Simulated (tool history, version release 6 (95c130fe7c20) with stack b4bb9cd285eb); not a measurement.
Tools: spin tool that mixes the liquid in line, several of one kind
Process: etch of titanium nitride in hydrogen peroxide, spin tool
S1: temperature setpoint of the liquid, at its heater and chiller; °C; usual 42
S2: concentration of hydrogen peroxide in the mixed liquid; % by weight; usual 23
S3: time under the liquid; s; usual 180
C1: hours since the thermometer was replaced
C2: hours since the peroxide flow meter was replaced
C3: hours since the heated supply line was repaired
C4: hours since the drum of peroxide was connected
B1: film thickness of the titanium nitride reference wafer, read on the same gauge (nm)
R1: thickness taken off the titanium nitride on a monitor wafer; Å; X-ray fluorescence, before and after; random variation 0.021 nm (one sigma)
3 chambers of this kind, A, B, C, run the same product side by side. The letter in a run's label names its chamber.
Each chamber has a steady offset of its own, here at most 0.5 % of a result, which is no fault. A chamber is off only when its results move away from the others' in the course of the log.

run   hour    S1    S2   S3      C1     C2      C3     C4      B1      R1
 1B   10.8    42    23  180   444.2  645.6   213.5  121.1  89.994  35.637
 2A   19.7    42    23  180  1710.9  924.3  1126.1  170.6  89.997  35.767
      30.5  -- chamber A: peroxide flow meter replaced
 3C   34.2    42    23  180   300.1  173.9  3689.5  668.2  89.963  35.422
 4C   47.6    42    23  180   313.5  187.3  3702.9  681.6  89.969  35.212
 5B   61.3    42    23  180   494.7  696.1     264  171.6  89.977  35.763
 6A     73    42    23  180  1764.2   42.6  1179.4  223.9  89.985  35.499
 7A   83.6  33.5    20  180  1774.8   53.2    1190  234.5  90.029  17.814
 8B     91  33.5    20  180   524.4  725.8   293.7  201.3  90.026  17.519
 9C  102.8  33.5    20  180   368.7  242.5  3758.1  736.8  90.006  17.873
     106.3  -- chamber C: new drum of peroxide connected
10A  115.6    42    23  180  1806.8   85.2    1222  266.5  89.943  36.034
     121.4  -- chamber C: heated supply line repaired
11C  126.5    42    23  180   392.4  266.2     5.1   20.2  89.976  35.804
12B  135.7    42    23  180   569.1  770.5   338.4    246  90.024  35.538
13B  142.6    42    23  180     576  777.4   345.3  252.9  89.963  35.631
14C  153.4    42    23  180   419.3  293.1      32   47.1  89.986  35.518
15A  165.6    42    23  180  1856.8  135.2    1272  316.5   90.01  35.697
16C    179    42    23  180   444.9  318.7    57.6   72.7  89.974  35.845
17A  188.7    42    23  180  1879.9  158.3  1295.1  339.6  90.012  35.354
18B  200.3    42    23  180   633.7  835.1     403  310.6  90.001  35.432
19A    214    42    23  180  1905.2  183.6  1320.4  364.9  89.984  35.782
20C  225.2    42    23  180   491.1  364.9   103.8  118.9  90.006  35.516
21B  233.7    33  26.5  180   667.1  868.5   436.4    344  89.981  17.943
     236.2  -- chamber B: new drum of peroxide connected
22C  243.4    33  26.5  180   509.3  383.1     122  137.1  90.024  18.442
23B  254.3    33  26.5  180   687.7  889.1     457   18.2  90.009  17.884

Next, every chamber runs the same settings. What will each give?
24A  265.1  37  23  180                       ?
24B  265.1  37  23  180                       ?
24C  265.1  37  23  180                       ?

run      R1
24A  24.404
24B  24.073
24C  24.612

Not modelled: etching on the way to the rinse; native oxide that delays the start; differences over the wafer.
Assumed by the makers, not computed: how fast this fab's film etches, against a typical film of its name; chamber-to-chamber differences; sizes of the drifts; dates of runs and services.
